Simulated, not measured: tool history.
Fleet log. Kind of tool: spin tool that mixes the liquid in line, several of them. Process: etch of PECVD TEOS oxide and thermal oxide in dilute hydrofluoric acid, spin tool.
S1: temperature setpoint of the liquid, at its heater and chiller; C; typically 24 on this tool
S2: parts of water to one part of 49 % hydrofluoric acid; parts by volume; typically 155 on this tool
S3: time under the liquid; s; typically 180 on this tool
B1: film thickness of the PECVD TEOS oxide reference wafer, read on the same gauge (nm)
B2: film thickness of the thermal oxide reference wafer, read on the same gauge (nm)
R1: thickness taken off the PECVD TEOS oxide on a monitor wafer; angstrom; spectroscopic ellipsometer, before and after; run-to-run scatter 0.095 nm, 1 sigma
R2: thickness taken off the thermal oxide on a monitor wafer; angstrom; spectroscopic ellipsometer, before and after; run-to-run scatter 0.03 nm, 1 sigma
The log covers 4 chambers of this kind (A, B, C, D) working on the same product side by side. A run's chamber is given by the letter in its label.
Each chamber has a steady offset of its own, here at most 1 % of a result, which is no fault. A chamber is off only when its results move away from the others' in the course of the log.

run	hour	S1	S2	S3	B1	B2	R1	R2
1C	6.3	24	155	180	140	110	136.99	50.096
2A	10.8	24	155	180	140.01	109.99	136.23	50.117
3B	15	24	155	180	140.01	109.99	132.73	49.415
4D	21.8	24	155	180	140.02	109.99	133.19	49.852
5C	25.2	26	100	180	140.02	110.01	241.91	90.839
6B	31.3	26	100	180	140.02	109.99	238.34	89.633
7A	38	26	100	180	139.97	109.98	243	91.008
8D	43.4	26	100	180	140.02	110	240.44	89.423
9C	49.9	24	155	180	140.03	109.99	134.83	49.682
10A	57.2	24	155	180	140.04	109.98	134.92	49.691
11B	62.6	24	155	180	140.03	110.01	135.93	50.284
12D	67	24	155	180	140.01	110.01	134.31	50.153
13D	73.6	24	155	180	139.99	109.99	135.53	50.121
14A	80.2	24	155	180	140.06	110	135.4	50.356
15C	84.8	24	155	95	139.97	110	70.496	26.624
16B	89.4	24	155	95	140.01	110	72.309	27.395
17A	92.8	24	155	95	140.02	110	71.21	26.393
18D	98.3	24	155	95	140.03	110	71.259	26.44
19B	101.6	24	155	75	140.02	110	57.647	21.689
20C	108.9	24	155	75	140	110.01	55.96	20.963
21A	112.2	24	155	75	140.02	109.99	55.46	20.825
22C	115.9	24	155	75	140.01	110	56.209	20.712
23B	122.9	24	155	180	139.99	109.98	142.63	53.232
24D	126.3	24	155	180	140.05	110	133.65	49.808
25C	132	20	85	180	140.01	110	228.06	85.019
26D	137.3	20	85	180	140.03	109.99	228.41	83.029
27A	143.8	20	85	180	139.99	109.98	227.59	84.642
28B	150.2	20	85	180	140.04	109.99	246.34	90.872

What goes on in this fleet: one chamber off, a drifting gauge, or nothing beyond the chambers' own small offsets? Name the chamber and the cause, if any.

It is chamber B that slowly wanders off from its peers.
Most likely cause: liquid hotter than its thermometer reads (K) = 2.13.
With only this log, it may be confused with: hydrofluoric acid flow above the setpoint (%).

Here are 4 candidates for chamber B's next run, each the usual settings with a change, their results left as question marks. Which one brings its results back in line with what the others give on the usual settings?
In-line tolerance around the mean of the other chambers on the usual settings: R1 3.3 angstrom; R2 1.1 angstrom
29B-1	155.7	24	160	175			?	?
29B-2	155.7	24	155	175			?	?
29B-3	155.7	24	150	185			?	?
29B-4	155.7	24	155	185			?	?

The mean the other chambers reach with the usual settings: R1 134.58 angstrom; R2 50.008 angstrom
run	R1	R2
29B-1	135.83	50.25
29B-2	141.07	52.188
29B-3	155.06	57.361
29B-4	149.13	55.17
29B-1 is the one that brings the chamber's results back in line with the other chambers.
